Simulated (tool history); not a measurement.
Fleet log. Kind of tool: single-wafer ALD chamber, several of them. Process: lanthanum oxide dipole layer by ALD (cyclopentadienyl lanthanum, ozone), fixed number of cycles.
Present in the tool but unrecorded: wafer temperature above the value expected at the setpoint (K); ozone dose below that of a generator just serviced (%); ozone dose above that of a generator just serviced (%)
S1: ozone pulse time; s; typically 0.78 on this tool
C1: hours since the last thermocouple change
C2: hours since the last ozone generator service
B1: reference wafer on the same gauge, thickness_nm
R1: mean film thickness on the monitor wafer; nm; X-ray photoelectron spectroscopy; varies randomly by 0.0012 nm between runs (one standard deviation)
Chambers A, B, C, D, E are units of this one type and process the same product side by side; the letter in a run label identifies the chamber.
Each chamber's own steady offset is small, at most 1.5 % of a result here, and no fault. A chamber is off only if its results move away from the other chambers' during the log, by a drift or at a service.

run 1E hour=12.3 | S1=0.78 | C1=1025.7 C2=1132.5 | B1=0.47976 | R1=0.46021
run 2C hour=24.3 | S1=0.78 | C1=196.1 C2=123.9 | B1=0.4802 | R1=0.46191
run 3D hour=35.3 | S1=0.78 | C1=2203.5 C2=982.1 | B1=0.48003 | R1=0.456
run 4A hour=45.8 | S1=0.78 | C1=762.3 C2=173.5 | B1=0.47992 | R1=0.45629
run 5B hour=59.3 | S1=0.78 | C1=348.6 C2=628.8 | B1=0.48008 | R1=0.4554
run 6A hour=70.7 | S1=0.78 | C1=787.2 C2=198.4 | B1=0.47981 | R1=0.45724
run 7E hour=80 | S1=0.55 | C1=1093.4 C2=1200.2 | B1=0.47979 | R1=0.38942
run 8D hour=88.9 | S1=0.55 | C1=2257.1 C2=1035.7 | B1=0.47992 | R1=0.38578
run 9C hour=102.6 | S1=0.55 | C1=274.4 C2=202.2 | B1=0.48008 | R1=0.39344
run 10B hour=112.6 | S1=0.55 | C1=401.9 C2=682.1 | B1=0.47993 | R1=0.38781
run 11A hour=123.2 | S1=0.55 | C1=839.7 C2=250.9 | B1=0.4797 | R1=0.38722
run 12D hour=132 | S1=0.78 | C1=2300.2 C2=1078.8 | B1=0.4803 | R1=0.45779
run 13B hour=146.8 | S1=0.78 | C1=436.1 C2=716.3 | B1=0.48042 | R1=0.45824
run 14E hour=160.2 | S1=0.78 | C1=1173.6 C2=1280.4 | B1=0.47999 | R1=0.45941
run 15C hour=171 | S1=0.78 | C1=342.8 C2=270.6 | B1=0.48028 | R1=0.46308
run 16B hour=183.8 | S1=0.78 | C1=473.1 C2=753.3 | B1=0.48012 | R1=0.45908
run 17A hour=195.9 | S1=0.78 | C1=912.4 C2=323.6 | B1=0.48035 | R1=0.45556
run 18D hour=209.7 | S1=1.01 | C1=2377.9 C2=1156.5 | B1=0.47998 | R1=0.49862
run 19E hour=219.5 | S1=1.01 | C1=1232.9 C2=1339.7 | B1=0.47951 | R1=0.50634
run 20C hour=229 | S1=1.01 | C1=400.8 C2=328.6 | B1=0.48022 | R1=0.50904
run 21B hour=238.1 | S1=1.01 | C1=527.4 C2=807.6 | B1=0.48008 | R1=0.50252
run 22A hour=251.1 | S1=1.01 | C1=967.6 C2=378.8 | B1=0.4799 | R1=0.50383
run 23E hour=259.1 | S1=0.78 | C1=1272.5 C2=1379.3 | B1=0.47983 | R1=0.4619
run 24C hour=268.3 | S1=0.78 | C1=440.1 C2=367.9 | B1=0.48012 | R1=0.46259
run 25D hour=281.9 | S1=0.78 | C1=2450.1 C2=1228.7 | B1=0.48024 | R1=0.45603
run 26A hour=290.5 | S1=0.63 | C1=1007 C2=418.2 | B1=0.48031 | R1=0.41695
run 27D hour=303.1 | S1=0.63 | C1=2471.3 C2=1249.9 | B1=0.47955 | R1=0.41603
run 28B hour=309.8 | S1=0.63 | C1=599.1 C2=879.3 | B1=0.47972 | R1=0.41561
run 29E hour=319.1 | S1=0.63 | C1=1332.5 C2=1439.3 | B1=0.48023 | R1=0.41852
run 30C hour=333.6 | S1=0.63 | C1=505.4 C2=433.2 | B1=0.47979 | R1=0.42127
run 31A hour=343.8 | S1=0.78 | C1=1060.3 C2=471.5 | B1=0.47989 | R1=0.45809
run 32D hour=356.2 | S1=0.63 | C1=2524.4 C2=1303 | B1=0.48011 | R1=0.41575
run 33B hour=364.2 | S1=0.63 | C1=653.5 C2=933.7 | B1=0.47996 | R1=0.41588
-- hour=373.7 chamber D: thermocouple changed; heater temperature recalibrated
run 34E hour=375.5 | S1=0.63 | C1=1388.9 C2=1495.7 | B1=0.47988 | R1=0.41777
run 35C hour=384.4 | S1=0.63 | C1=556.2 C2=484 | B1=0.47995 | R1=0.42206
run 36D hour=395.7 | S1=0.63 | C1=22 C2=1342.5 | B1=0.48033 | R1=0.41259
run 37C hour=406.5 | S1=0.78 | C1=578.3 C2=506.1 | B1=0.48016 | R1=0.46213
run 38E hour=416.1 | S1=0.57 | C1=1429.5 C2=1536.3 | B1=0.48013 | R1=0.39763
run 39B hour=430.9 | S1=0.57 | C1=720.2 C2=1000.4 | B1=0.48001 | R1=0.39531
run 40A hour=439.5 | S1=0.57 | C1=1156 C2=567.2 | B1=0.48004 | R1=0.39574

Is one chamber out of step, is the gauge drifting, or do the chambers differ by no more than their own small offsets? For an off chamber, give its letter and the likeliest cause.

No chamber stands off beyond its own small offset, and the gauge holds steady.

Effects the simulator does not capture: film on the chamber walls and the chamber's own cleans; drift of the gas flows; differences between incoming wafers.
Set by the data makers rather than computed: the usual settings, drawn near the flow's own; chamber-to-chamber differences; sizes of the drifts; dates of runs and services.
